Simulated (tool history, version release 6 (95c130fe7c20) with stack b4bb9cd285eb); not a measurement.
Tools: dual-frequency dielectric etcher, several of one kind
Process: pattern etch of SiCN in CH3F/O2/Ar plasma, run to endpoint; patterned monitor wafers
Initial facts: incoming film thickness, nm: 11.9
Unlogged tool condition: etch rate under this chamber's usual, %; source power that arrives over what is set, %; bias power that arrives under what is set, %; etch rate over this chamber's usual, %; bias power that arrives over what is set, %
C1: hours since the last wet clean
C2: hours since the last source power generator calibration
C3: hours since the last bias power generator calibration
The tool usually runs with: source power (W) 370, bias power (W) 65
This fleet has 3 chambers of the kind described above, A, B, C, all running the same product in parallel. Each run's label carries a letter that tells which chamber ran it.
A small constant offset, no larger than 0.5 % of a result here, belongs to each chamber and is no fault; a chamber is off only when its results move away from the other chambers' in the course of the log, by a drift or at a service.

{"run": "1C", "hour": 4.5, "source power (W)": 370, "bias power (W)": 65, "C1": 405.5, "C2": 86.0, "C3": 1391.1, "endpoint time (s)": 33.867}
{"run": "2A", "hour": 10.2, "source power (W)": 370, "bias power (W)": 65, "C1": 326.7, "C2": 148.0, "C3": 3220.7, "endpoint time (s)": 33.939}
{"run": "3B", "hour": 15.0, "source power (W)": 370, "bias power (W)": 65, "C1": 504.1, "C2": 151.9, "C3": 2701.8, "endpoint time (s)": 33.635}
{"run": "4B", "hour": 19.4, "source power (W)": 370, "bias power (W)": 65, "C1": 508.5, "C2": 156.3, "C3": 2706.2, "endpoint time (s)": 33.656}
{"run": "5C", "hour": 27.3, "source power (W)": 370, "bias power (W)": 65, "C1": 428.3, "C2": 108.8, "C3": 1413.9, "endpoint time (s)": 33.541}
{"run": "6A", "hour": 32.7, "source power (W)": 430, "bias power (W)": 79, "C1": 349.2, "C2": 170.5, "C3": 3243.2, "endpoint time (s)": 29.89}
{"hour": 33.3, "done": "chamber B: wet clean of the chamber"}
{"run": "7C", "hour": 39.4, "source power (W)": 430, "bias power (W)": 79, "C1": 440.4, "C2": 120.9, "C3": 1426.0, "endpoint time (s)": 29.906}
{"run": "8B", "hour": 44.9, "source power (W)": 430, "bias power (W)": 79, "C1": 11.7, "C2": 181.8, "C3": 2731.7, "endpoint time (s)": 29.598}
{"run": "9A", "hour": 53.5, "source power (W)": 370, "bias power (W)": 65, "C1": 370.0, "C2": 191.3, "C3": 3264.0, "endpoint time (s)": 33.933}
{"run": "10B", "hour": 59.7, "source power (W)": 370, "bias power (W)": 65, "C1": 26.5, "C2": 196.6, "C3": 2746.5, "endpoint time (s)": 33.74}
{"run": "11A", "hour": 65.9, "source power (W)": 370, "bias power (W)": 65, "C1": 382.4, "C2": 203.7, "C3": 3276.4, "endpoint time (s)": 34.219}
{"run": "12C", "hour": 69.8, "source power (W)": 370, "bias power (W)": 65, "C1": 470.8, "C2": 151.3, "C3": 1456.4, "endpoint time (s)": 33.582}
{"run": "13C", "hour": 77.4, "source power (W)": 370, "bias power (W)": 65, "C1": 478.4, "C2": 158.9, "C3": 1464.0, "endpoint time (s)": 33.39}
{"hour": 78.7, "done": "chamber C: wet clean of the chamber"}
{"run": "14A", "hour": 84.2, "source power (W)": 370, "bias power (W)": 65, "C1": 400.7, "C2": 222.0, "C3": 3294.7, "endpoint time (s)": 33.964}
{"hour": 88.2, "done": "chamber A: wet clean of the chamber"}
{"run": "15B", "hour": 91.3, "source power (W)": 410, "bias power (W)": 65, "C1": 58.1, "C2": 228.2, "C3": 2778.1, "endpoint time (s)": 31.912}
{"run": "16C", "hour": 96.6, "source power (W)": 410, "bias power (W)": 65, "C1": 17.9, "C2": 178.1, "C3": 1483.2, "endpoint time (s)": 32.295}
{"run": "17B", "hour": 103.2, "source power (W)": 410, "bias power (W)": 65, "C1": 70.0, "C2": 240.1, "C3": 2790.0, "endpoint time (s)": 32.644}
{"run": "18A", "hour": 108.2, "source power (W)": 370, "bias power (W)": 65, "C1": 20.1, "C2": 246.0, "C3": 3318.7, "endpoint time (s)": 35.074}
{"run": "19B", "hour": 115.4, "source power (W)": 310, "bias power (W)": 52, "C1": 82.2, "C2": 252.3, "C3": 2802.2, "endpoint time (s)": 39.258}
{"run": "20A", "hour": 121.5, "source power (W)": 310, "bias power (W)": 52, "C1": 33.4, "C2": 259.3, "C3": 3332.0, "endpoint time (s)": 40.92}
{"run": "21C", "hour": 126.5, "source power (W)": 310, "bias power (W)": 52, "C1": 47.8, "C2": 208.0, "C3": 1513.1, "endpoint time (s)": 39.279}
{"run": "22B", "hour": 130.5, "source power (W)": 370, "bias power (W)": 65, "C1": 97.3, "C2": 267.4, "C3": 2817.3, "endpoint time (s)": 33.775}
{"run": "23C", "hour": 134.5, "source power (W)": 370, "bias power (W)": 65, "C1": 55.8, "C2": 216.0, "C3": 1521.1, "endpoint time (s)": 33.73}
{"run": "24A", "hour": 143.3, "source power (W)": 370, "bias power (W)": 65, "C1": 55.2, "C2": 281.1, "C3": 3353.8, "endpoint time (s)": 35.223}
{"run": "25A", "hour": 148.7, "source power (W)": 370, "bias power (W)": 65, "C1": 60.6, "C2": 286.5, "C3": 3359.2, "endpoint time (s)": 35.27}
{"run": "26C", "hour": 154.9, "source power (W)": 370, "bias power (W)": 65, "C1": 76.2, "C2": 236.4, "C3": 1541.5, "endpoint time (s)": 33.544}
{"run": "27B", "hour": 163.0, "source power (W)": 370, "bias power (W)": 65, "C1": 129.8, "C2": 299.9, "C3": 2849.8, "endpoint time (s)": 33.599}
{"run": "28B", "hour": 171.9, "source power (W)": 370, "bias power (W)": 65, "C1": 138.7, "C2": 308.8, "C3": 2858.7, "endpoint time (s)": 34.077}
{"run": "29C", "hour": 177.9, "source power (W)": 370, "bias power (W)": 60, "C1": 99.2, "C2": 259.4, "C3": 1564.5, "endpoint time (s)": 34.872}
{"run": "30A", "hour": 183.0, "source power (W)": 370, "bias power (W)": 60, "C1": 94.9, "C2": 320.8, "C3": 3393.5, "endpoint time (s)": 36.067}
{"run": "31C", "hour": 191.2, "source power (W)": 370, "bias power (W)": 60, "C1": 112.5, "C2": 272.7, "C3": 1577.8, "endpoint time (s)": 34.469}
{"run": "32B", "hour": 199.7, "source power (W)": 370, "bias power (W)": 65, "C1": 166.5, "C2": 336.6, "C3": 2886.5, "endpoint time (s)": 33.917}
{"run": "33A", "hour": 204.3, "source power (W)": 370, "bias power (W)": 65, "C1": 116.2, "C2": 342.1, "C3": 3414.8, "endpoint time (s)": 35.269}
{"run": "34C", "hour": 213.3, "source power (W)": 370, "bias power (W)": 65, "C1": 134.6, "C2": 294.8, "C3": 1599.9, "endpoint time (s)": 33.48}
{"run": "35A", "hour": 220.3, "source power (W)": 440, "bias power (W)": 65, "C1": 132.2, "C2": 358.1, "C3": 3430.8, "endpoint time (s)": 32.828}
{"run": "36B", "hour": 226.9, "source power (W)": 440, "bias power (W)": 65, "C1": 193.7, "C2": 363.8, "C3": 2913.7, "endpoint time (s)": 30.868}
{"run": "37C", "hour": 235.6, "source power (W)": 440, "bias power (W)": 65, "C1": 156.9, "C2": 317.1, "C3": 1622.2, "endpoint time (s)": 31.743}
{"run": "38B", "hour": 241.0, "source power (W)": 320, "bias power (W)": 65, "C1": 207.8, "C2": 377.9, "C3": 2927.8, "endpoint time (s)": 35.341}
{"run": "39A", "hour": 245.3, "source power (W)": 320, "bias power (W)": 65, "C1": 157.2, "C2": 383.1, "C3": 3455.8, "endpoint time (s)": 37.16}

Next, all 3 chambers run the settings below, one line each with question marks for the results. What does each chamber give?
{"run": "40A", "hour": 251.8, "source power (W)": 370, "bias power (W)": 65, "endpoint time (s)": "?"}
{"run": "40B", "hour": 251.8, "source power (W)": 370, "bias power (W)": 65, "endpoint time (s)": "?"}
{"run": "40C", "hour": 251.8, "source power (W)": 370, "bias power (W)": 65, "endpoint time (s)": "?"}

run=40A endpoint_time_(s)=35.274
run=40B endpoint_time_(s)=33.357
run=40C endpoint_time_(s)=33.974
